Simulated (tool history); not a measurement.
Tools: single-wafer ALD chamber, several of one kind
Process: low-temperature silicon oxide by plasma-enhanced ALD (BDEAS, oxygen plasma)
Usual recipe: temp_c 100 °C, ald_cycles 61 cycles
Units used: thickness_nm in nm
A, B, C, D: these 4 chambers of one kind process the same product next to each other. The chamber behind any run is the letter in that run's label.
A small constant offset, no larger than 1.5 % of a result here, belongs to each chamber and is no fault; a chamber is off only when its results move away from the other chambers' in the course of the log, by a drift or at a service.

run,hour,temp_c,ald_cycles,"read-back reference wafer on the same gauge, thickness_nm",thickness_nm
1D,5.7,100,61,7.2732,8.6691
2B,12.8,100,61,7.2702,8.658
3C,19.9,100,61,7.2741,8.787
4A,24.8,100,61,7.2756,8.8392
5B,31,100,61,7.2808,8.6765
6C,36.1,100,65,7.2821,9.3621
7A,40.6,100,65,7.2801,9.4099
8D,47.7,100,65,7.278,9.2401
9C,52.3,100,65,7.2845,9.3929
10B,57,100,70,7.2843,9.9725
11D,64.7,100,70,7.288,9.9563
12A,71.6,100,70,7.2864,10.126
13C,79.2,100,70,7.2912,10.063
14D,83,100,53,7.2904,7.544
15B,87,100,53,7.2928,7.5859
16A,92,100,53,7.2921,7.6882
17D,99.8,100,53,7.2933,7.5523
18C,106,100,61,7.2946,8.8094
19A,111.4,100,61,7.2969,8.8475
20B,118.4,100,61,7.3009,8.7244
21D,122.2,109,67,7.3008,9.4097
22B,126.3,109,67,7.3026,9.4149
23A,131.2,109,67,7.3032,9.5723
24C,135.9,109,67,7.304,9.5222
25A,140.9,100,61,7.3036,8.8813
26D,147.5,100,61,7.306,8.6979
27B,152.5,100,61,7.309,8.6965
28C,160.8,100,61,7.3116,8.7978
29A,165.6,100,61,7.3141,8.8393
30D,171.3,100,61,7.3191,8.7013
31B,178.9,100,61,7.3143,8.7375
32C,183,100,61,7.3186,8.8225
33A,187.2,100,61,7.3192,8.8816

What goes on in this fleet: one chamber off, a drifting gauge, or nothing beyond the chambers' own small offsets? Name the chamber and the cause, if any.

None of the chambers is off. What moves is the gauge, dragging all their readings along together.
What lies behind it: gauge reads high (%) = 0.686.
